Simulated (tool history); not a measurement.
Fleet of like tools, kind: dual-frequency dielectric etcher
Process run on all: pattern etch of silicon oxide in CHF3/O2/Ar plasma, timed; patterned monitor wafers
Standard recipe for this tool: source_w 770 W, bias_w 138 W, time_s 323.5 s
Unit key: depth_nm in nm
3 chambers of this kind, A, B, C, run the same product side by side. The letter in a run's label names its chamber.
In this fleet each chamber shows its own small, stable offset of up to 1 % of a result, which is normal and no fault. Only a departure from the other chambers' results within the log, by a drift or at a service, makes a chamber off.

run,hour,source_w,bias_w,time_s,hours since the last wet clean,hours since the last source power generator calibration,hours since the last bias power generator calibration,"read-back reference wafer on the same gauge, depth_nm",depth_nm
1B,5.7,770,138,323.5,223.6,738.2,3208.3,619.29,646.16
2A,8.8,770,138,323.5,401.5,465.4,118.3,619.66,640.8
3C,12.9,770,138,323.5,296.7,1780.9,2140.3,618.56,647.16
4B,18.6,770,138,323.5,236.5,751.1,3221.2,618.79,647.54
5A,24.3,770,138,323.5,417,480.9,133.8,619.22,639.54
6C,27.7,920,117,323.5,311.5,1795.7,2155.1,619,660.65
7B,32.8,920,117,323.5,250.7,765.3,3235.4,619.17,662.52
8A,36.8,920,117,323.5,429.5,493.4,146.3,618.73,657.44
9C,41.9,770,138,323.5,325.7,1809.9,2169.3,618.8,645.48
10C,47.7,770,138,323.5,331.5,1815.7,2175.1,619.12,646.78
11B,51,770,138,323.5,268.9,783.5,3253.6,619.39,649.4
12A,56.2,770,138,323.5,448.9,512.8,165.7,618.92,646.93
# hour 56.3: chamber A: wet clean of the chamber
13A,61.5,770,117,406,5.2,518.1,171,618.66,737.21
14B,65.9,770,117,406,283.8,798.4,3268.5,619.14,771.17
15C,70.2,770,117,406,354,1838.2,2197.6,618.71,771.21
16A,73.8,770,138,323.5,17.5,530.4,183.3,618.36,619.02
17B,77.1,770,138,323.5,295,809.6,3279.7,619.15,646.61
18C,81.5,770,138,323.5,365.3,1849.5,2208.9,619.5,647.31
19C,87.3,770,138,323.5,371.1,1855.3,2214.7,619.64,647.55
20A,90,770,138,323.5,33.7,546.6,199.5,618.7,618.52

Decide between three cases: one chamber stands off from its peers, the gauge reading all wafers drifts, or nothing is wrong past each chamber's small offset. Where a chamber is off, say which and what most likely put it there.

Chamber A has stood off from the others ever since a service on it.
What lies behind it: etch rate under this chamber's usual, % = 3.69.

Below are 4 candidate recipes for chamber A's next run, each the usual settings with a change, their results shown as question marks. Which of them brings A's results back in line with what the other chambers give on the usual settings?
In line means no further than this from the other chambers' mean on the usual settings: depth_nm 8.1 nm
21A-1,94.3,770,103,323.5,,,,,?
21A-2,94.3,770,138,338,,,,,?
21A-3,94.3,770,118,323.5,,,,,?
21A-4,94.3,790,140,349,,,,,?

The other chambers' mean on the usual settings: depth_nm 646.97 nm
run,depth_nm
21A-1,565.23
21A-2,645.74
21A-3,588.72
21A-4,676.58
21A-2 puts the chamber back in line with the other chambers.
